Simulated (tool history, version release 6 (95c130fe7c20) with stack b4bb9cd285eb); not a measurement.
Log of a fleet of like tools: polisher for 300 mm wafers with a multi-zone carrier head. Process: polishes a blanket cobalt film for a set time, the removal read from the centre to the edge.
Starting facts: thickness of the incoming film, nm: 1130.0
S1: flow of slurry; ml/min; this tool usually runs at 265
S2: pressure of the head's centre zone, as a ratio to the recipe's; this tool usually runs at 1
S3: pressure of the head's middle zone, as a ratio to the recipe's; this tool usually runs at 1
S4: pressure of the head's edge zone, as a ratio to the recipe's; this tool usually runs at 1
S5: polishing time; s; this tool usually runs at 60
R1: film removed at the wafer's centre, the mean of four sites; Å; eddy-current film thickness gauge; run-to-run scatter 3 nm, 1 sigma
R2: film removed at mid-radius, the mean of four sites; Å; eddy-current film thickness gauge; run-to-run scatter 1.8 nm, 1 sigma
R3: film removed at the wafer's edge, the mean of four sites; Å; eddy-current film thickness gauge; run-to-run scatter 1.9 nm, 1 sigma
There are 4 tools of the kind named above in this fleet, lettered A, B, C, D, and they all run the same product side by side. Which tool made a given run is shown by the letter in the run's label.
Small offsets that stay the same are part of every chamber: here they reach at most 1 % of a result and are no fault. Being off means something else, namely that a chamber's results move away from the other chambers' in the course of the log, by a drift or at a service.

{"run": "1A", "hour": 6.2, "S1": 265, "S2": 1, "S3": 1, "S4": 1, "S5": 60, "R1": 2267.7, "R2": 2319.4, "R3": 2316.5}
{"run": "2D", "hour": 14.1, "S1": 265, "S2": 1, "S3": 1, "S4": 1, "S5": 60, "R1": 2323.7, "R2": 2313.1, "R3": 2329.2}
{"run": "3C", "hour": 25.0, "S1": 265, "S2": 1, "S3": 1, "S4": 1, "S5": 60, "R1": 2319.9, "R2": 2336.2, "R3": 2269.7}
{"hour": 32.6, "done": "chamber B: worn pad replaced by a new one"}
{"run": "4B", "hour": 34.9, "S1": 265, "S2": 1, "S3": 1, "S4": 1, "S5": 60, "R1": 2340.4, "R2": 2328.5, "R3": 2308.3}
{"run": "5A", "hour": 43.4, "S1": 265, "S2": 1, "S3": 1, "S4": 1, "S5": 60, "R1": 2311.2, "R2": 2284.4, "R3": 2338.7}
{"run": "6C", "hour": 52.5, "S1": 265, "S2": 1, "S3": 1, "S4": 1, "S5": 60, "R1": 2308.6, "R2": 2302.1, "R3": 2302.8}
{"hour": 55.9, "done": "chamber C: worn pad replaced by a new one"}
{"run": "7B", "hour": 58.6, "S1": 265, "S2": 1, "S3": 1, "S4": 1, "S5": 60, "R1": 2380, "R2": 2337.6, "R3": 2327.1}
{"run": "8D", "hour": 67.7, "S1": 265, "S2": 1, "S3": 1, "S4": 1, "S5": 60, "R1": 2321.4, "R2": 2365.4, "R3": 2375.3}
{"run": "9A", "hour": 76.1, "S1": 265, "S2": 1, "S3": 1, "S4": 1, "S5": 60, "R1": 2359, "R2": 2328.3, "R3": 2309.6}
{"run": "10D", "hour": 83.0, "S1": 265, "S2": 1, "S3": 1, "S4": 1.05, "S5": 51, "R1": 1951.7, "R2": 1950.1, "R3": 2071.1}
{"run": "11B", "hour": 93.9, "S1": 265, "S2": 1, "S3": 1, "S4": 1.05, "S5": 51, "R1": 2028.9, "R2": 1985.1, "R3": 2006}
{"run": "12C", "hour": 106.8, "S1": 265, "S2": 1, "S3": 1, "S4": 1.05, "S5": 51, "R1": 1989.4, "R2": 1979.4, "R3": 2014.7}
{"run": "13A", "hour": 112.5, "S1": 265, "S2": 1, "S3": 1, "S4": 1.05, "S5": 51, "R1": 2006.7, "R2": 1975.4, "R3": 2007.5}
{"hour": 117.4, "done": "chamber A: worn pad replaced by a new one"}
{"run": "14C", "hour": 120.9, "S1": 265, "S2": 1, "S3": 1, "S4": 1.11, "S5": 60, "R1": 2333.1, "R2": 2302.9, "R3": 2421.2}
{"hour": 124.2, "done": "chamber B: worn pad replaced by a new one"}
{"hour": 129.0, "done": "chamber C: worn pad replaced by a new one"}
{"run": "15D", "hour": 132.9, "S1": 265, "S2": 1, "S3": 1, "S4": 1.11, "S5": 60, "R1": 2303.2, "R2": 2267.9, "R3": 2439.5}
{"run": "16B", "hour": 145.5, "S1": 265, "S2": 1, "S3": 1, "S4": 1.11, "S5": 60, "R1": 2345.4, "R2": 2351.4, "R3": 2446.9}
{"run": "17A", "hour": 153.1, "S1": 265, "S2": 1, "S3": 1, "S4": 1.11, "S5": 60, "R1": 2293.5, "R2": 2299.5, "R3": 2434.9}
{"run": "18C", "hour": 160.2, "S1": 265, "S2": 1, "S3": 1, "S4": 1, "S5": 60, "R1": 2360.3, "R2": 2296, "R3": 2321.4}
{"run": "19B", "hour": 172.3, "S1": 265, "S2": 1, "S3": 1, "S4": 1, "S5": 60, "R1": 2305.7, "R2": 2322.8, "R3": 2312}
{"run": "20D", "hour": 183.3, "S1": 265, "S2": 1, "S3": 1, "S4": 1, "S5": 60, "R1": 2282.1, "R2": 2226.6, "R3": 2270.9}
{"run": "21B", "hour": 189.5, "S1": 265, "S2": 1, "S3": 1, "S4": 1, "S5": 60, "R1": 2392.9, "R2": 2332.1, "R3": 2281.1}
{"hour": 189.9, "done": "chamber C: worn pad replaced by a new one"}
{"hour": 200.5, "done": "chamber B: worn pad replaced by a new one"}
{"run": "22A", "hour": 201.5, "S1": 265, "S2": 1, "S3": 1, "S4": 1, "S5": 60, "R1": 2286.8, "R2": 2304.1, "R3": 2301.9}
{"run": "23D", "hour": 214.5, "S1": 265, "S2": 1, "S3": 1, "S4": 1, "S5": 60, "R1": 2223.4, "R2": 2223.5, "R3": 2176.5}
{"run": "24C", "hour": 227.4, "S1": 265, "S2": 1, "S3": 1, "S4": 1, "S5": 60, "R1": 2364.2, "R2": 2313.6, "R3": 2289.6}
{"hour": 228.8, "done": "chamber A: worn pad replaced by a new one"}
{"run": "25D", "hour": 237.3, "S1": 200, "S2": 1, "S3": 1, "S4": 1, "S5": 60, "R1": 2131.7, "R2": 2094.5, "R3": 2121.5}
{"run": "26C", "hour": 247.4, "S1": 200, "S2": 1, "S3": 1, "S4": 1, "S5": 60, "R1": 2217.1, "R2": 2229.9, "R3": 2240}
{"hour": 252.1, "done": "chamber C: worn pad replaced by a new one"}
{"hour": 254.3, "done": "chamber B: centre zone pressure recalibrated"}
{"run": "27A", "hour": 259.7, "S1": 200, "S2": 1, "S3": 1, "S4": 1, "S5": 60, "R1": 2249.3, "R2": 2223, "R3": 2254.3}
{"run": "28B", "hour": 268.9, "S1": 200, "S2": 1, "S3": 1, "S4": 1, "S5": 60, "R1": 2194.4, "R2": 2271.1, "R3": 2278.6}
{"hour": 270.2, "done": "chamber B: worn pad replaced by a new one"}
{"run": "29A", "hour": 279.1, "S1": 265, "S2": 1, "S3": 1, "S4": 1, "S5": 60, "R1": 2384.7, "R2": 2316.9, "R3": 2314}
{"run": "30B", "hour": 288.3, "S1": 265, "S2": 1, "S3": 1, "S4": 1, "S5": 60, "R1": 2335, "R2": 2325.3, "R3": 2286.8}
{"hour": 292.6, "done": "chamber A: slurry nozzle cleaned"}
{"run": "31C", "hour": 295.2, "S1": 265, "S2": 1, "S3": 1, "S4": 1, "S5": 60, "R1": 2347.6, "R2": 2304.8, "R3": 2288.6}
{"run": "32D", "hour": 302.6, "S1": 265, "S2": 1, "S3": 1, "S4": 1, "S5": 60, "R1": 2123.8, "R2": 2116.5, "R3": 2164.7}
{"run": "33B", "hour": 312.1, "S1": 265, "S2": 1, "S3": 1, "S4": 1, "S5": 60, "R1": 2324.7, "R2": 2316.9, "R3": 2299.7}
{"hour": 320.3, "done": "chamber C: worn pad replaced by a new one"}
{"run": "34C", "hour": 322.7, "S1": 265, "S2": 1, "S3": 1, "S4": 1, "S5": 60, "R1": 2384.2, "R2": 2328.1, "R3": 2300}
{"hour": 327.8, "done": "chamber A: edge zone pressure recalibrated"}
{"run": "35D", "hour": 330.8, "S1": 265, "S2": 1, "S3": 1, "S4": 1, "S5": 60, "R1": 2109.2, "R2": 2102.7, "R3": 2111.8}
{"run": "36A", "hour": 338.8, "S1": 265, "S2": 1, "S3": 1, "S4": 1, "S5": 60, "R1": 2325.6, "R2": 2288.9, "R3": 2297.7}
{"run": "37A", "hour": 345.2, "S1": 265, "S2": 1, "S3": 1, "S4": 1, "S5": 60, "R1": 2348.7, "R2": 2275, "R3": 2302.4}
{"run": "38C", "hour": 350.8, "S1": 265, "S2": 0.91, "S3": 1.08, "S4": 1, "S5": 60, "R1": 2127.8, "R2": 2497.5, "R3": 2297.6}
{"hour": 353.3, "done": "chamber B: worn pad replaced by a new one"}
{"run": "39B", "hour": 356.7, "S1": 265, "S2": 0.91, "S3": 1.08, "S4": 1, "S5": 60, "R1": 2132.9, "R2": 2510.7, "R3": 2303.9}

Is one chamber out of step, is the gauge drifting, or do the chambers differ by no more than their own small offsets? For an off chamber, give its letter and the likeliest cause.

One chamber, D, drifts off from the rest bit by bit.
Likeliest cause: removal rate lost through wear of the pad, % = 11.1.

Here are 4 candidates for chamber D's next run, each the usual settings with a change, their results left as question marks. Which one brings its results back in line with what the others give on the usual settings?
In line here means within this much of the mean the other chambers give on the usual settings: R1 100 Å; R2 62 Å; R3 64 Å
{"run": "40D-1", "hour": 366.0, "S1": 265, "S2": 1, "S3": 1, "S4": 1, "S5": 62, "R1": "?", "R2": "?", "R3": "?"}
{"run": "40D-2", "hour": 366.0, "S1": 270, "S2": 1.01, "S3": 1.01, "S4": 1, "S5": 66, "R1": "?", "R2": "?", "R3": "?"}
{"run": "40D-3", "hour": 366.0, "S1": 265, "S2": 1, "S3": 1, "S4": 1, "S5": 58, "R1": "?", "R2": "?", "R3": "?"}
{"run": "40D-4", "hour": 366.0, "S1": 260, "S2": 0.99, "S3": 0.99, "S4": 1, "S5": 54, "R1": "?", "R2": "?", "R3": "?"}

Usual-settings mean across the other chambers: R1 2325.7 Å; R2 2317.3 Å; R3 2308.2 Å
run=40D-1 R1=2140.8 R2=2137 R3=2145.7
run=40D-2 R1=2309.1 R2=2300.6 R3=2287.3
run=40D-3 R1=2002.7 R2=1999.2 R3=2007.3
run=40D-4 R1=1839.8 R2=1840.2 R3=1866.2
40D-2 brings the chamber back in line.
